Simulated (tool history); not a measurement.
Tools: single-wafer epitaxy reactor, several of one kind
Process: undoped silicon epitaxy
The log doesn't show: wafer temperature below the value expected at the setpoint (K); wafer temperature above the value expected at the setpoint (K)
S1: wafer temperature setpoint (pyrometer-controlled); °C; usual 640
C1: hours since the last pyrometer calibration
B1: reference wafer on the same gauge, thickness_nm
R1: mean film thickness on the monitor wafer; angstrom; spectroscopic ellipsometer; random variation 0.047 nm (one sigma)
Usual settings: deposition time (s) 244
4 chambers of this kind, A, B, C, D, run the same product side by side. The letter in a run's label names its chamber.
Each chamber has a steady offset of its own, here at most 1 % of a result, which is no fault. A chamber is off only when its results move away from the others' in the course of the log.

run 1C hour=6.6 | S1=640 deposition_time_(s)=244 | C1=496.3 | B1=32.795 | R1=329.47
run 2D hour=14.1 | S1=640 deposition_time_(s)=244 | C1=2226.0 | B1=32.795 | R1=330.04
run 3A hour=22.2 | S1=640 deposition_time_(s)=244 | C1=1364.8 | B1=32.770 | R1=327.72
run 4B hour=27.7 | S1=640 deposition_time_(s)=244 | C1=1235.0 | B1=32.781 | R1=326.05
run 5D hour=34.0 | S1=645 deposition_time_(s)=274 | C1=2245.9 | B1=32.788 | R1=412.90
run 6A hour=41.5 | S1=645 deposition_time_(s)=274 | C1=1384.1 | B1=32.774 | R1=411.89
run 7B hour=48.6 | S1=645 deposition_time_(s)=274 | C1=1255.9 | B1=32.783 | R1=409.11
run 8C hour=58.0 | S1=645 deposition_time_(s)=274 | C1=547.7 | B1=32.760 | R1=410.28
run 9C hour=65.0 | S1=640 deposition_time_(s)=244 | C1=554.7 | B1=32.770 | R1=327.43
run 10A hour=74.2 | S1=640 deposition_time_(s)=244 | C1=1416.8 | B1=32.752 | R1=326.59
run 11D hour=81.2 | S1=640 deposition_time_(s)=244 | C1=2293.1 | B1=32.757 | R1=330.01
run 12B hour=93.5 | S1=640 deposition_time_(s)=244 | C1=1300.8 | B1=32.755 | R1=324.55
run 13C hour=105.2 | S1=640 deposition_time_(s)=244 | C1=594.9 | B1=32.760 | R1=328.38
run 14B hour=114.7 | S1=640 deposition_time_(s)=244 | C1=1322.0 | B1=32.741 | R1=325.24
run 15D hour=121.8 | S1=640 deposition_time_(s)=244 | C1=2333.7 | B1=32.738 | R1=329.97
run 16A hour=128.0 | S1=640 deposition_time_(s)=244 | C1=1470.6 | B1=32.744 | R1=326.98
run 17B hour=133.6 | S1=640 deposition_time_(s)=244 | C1=1340.9 | B1=32.735 | R1=325.99
run 18D hour=144.6 | S1=640 deposition_time_(s)=244 | C1=2356.5 | B1=32.732 | R1=329.15
run 19A hour=151.4 | S1=640 deposition_time_(s)=244 | C1=1494.0 | B1=32.732 | R1=326.28
run 20C hour=162.5 | S1=640 deposition_time_(s)=244 | C1=652.2 | B1=32.713 | R1=327.44
run 21D hour=170.4 | S1=640 deposition_time_(s)=244 | C1=2382.3 | B1=32.716 | R1=328.80
run 22A hour=182.2 | S1=640 deposition_time_(s)=244 | C1=1524.8 | B1=32.703 | R1=327.09
run 23C hour=189.7 | S1=640 deposition_time_(s)=244 | C1=679.4 | B1=32.715 | R1=327.96
run 24B hour=201.2 | S1=640 deposition_time_(s)=244 | C1=1408.5 | B1=32.702 | R1=324.23
run 25C hour=213.1 | S1=640 deposition_time_(s)=244 | C1=702.8 | B1=32.689 | R1=327.07
run 26A hour=219.0 | S1=640 deposition_time_(s)=244 | C1=1561.6 | B1=32.687 | R1=326.21
run 27B hour=231.4 | S1=640 deposition_time_(s)=244 | C1=1438.7 | B1=32.694 | R1=325.08
run 28D hour=239.9 | S1=640 deposition_time_(s)=244 | C1=2451.8 | B1=32.683 | R1=329.09
run 29A hour=249.3 | S1=640 deposition_time_(s)=244 | C1=1591.9 | B1=32.691 | R1=326.43
run 30D hour=256.2 | S1=640 deposition_time_(s)=244 | C1=2468.1 | B1=32.674 | R1=328.88
run 31C hour=266.9 | S1=640 deposition_time_(s)=244 | C1=756.6 | B1=32.673 | R1=327.91
run 32B hour=274.7 | S1=640 deposition_time_(s)=244 | C1=1482.0 | B1=32.667 | R1=324.53
run 33C hour=283.7 | S1=640 deposition_time_(s)=244 | C1=773.4 | B1=32.657 | R1=326.75
run 34A hour=295.5 | S1=640 deposition_time_(s)=244 | C1=1638.1 | B1=32.644 | R1=325.84
-- hour=298.8 chamber D: pyrometer calibrated
run 35B hour=306.2 | S1=640 deposition_time_(s)=244 | C1=1513.5 | B1=32.642 | R1=324.03
run 36D hour=312.2 | S1=640 deposition_time_(s)=244 | C1=13.4 | B1=32.638 | R1=328.19
run 37C hour=324.5 | S1=640 deposition_time_(s)=244 | C1=814.2 | B1=32.636 | R1=326.37
run 38D hour=333.7 | S1=628 deposition_time_(s)=244 | C1=34.9 | B1=32.623 | R1=251.10
run 39A hour=340.5 | S1=628 deposition_time_(s)=244 | C1=1683.1 | B1=32.633 | R1=247.05
run 40B hour=349.1 | S1=628 deposition_time_(s)=244 | C1=1556.4 | B1=32.626 | R1=246.66
run 41B hour=357.2 | S1=628 deposition_time_(s)=244 | C1=1564.5 | B1=32.622 | R1=246.61
run 42A hour=364.9 | S1=640 deposition_time_(s)=244 | C1=1707.5 | B1=32.619 | R1=325.32

Is one chamber off against the others, does the gauge drift, or is nothing wrong? If a chamber is off, say which, and what the likeliest cause is.

The gauge drifts, so all chambers seem to drift together. No chamber is off.
Cause: gauge reads low (%) = 0.581.
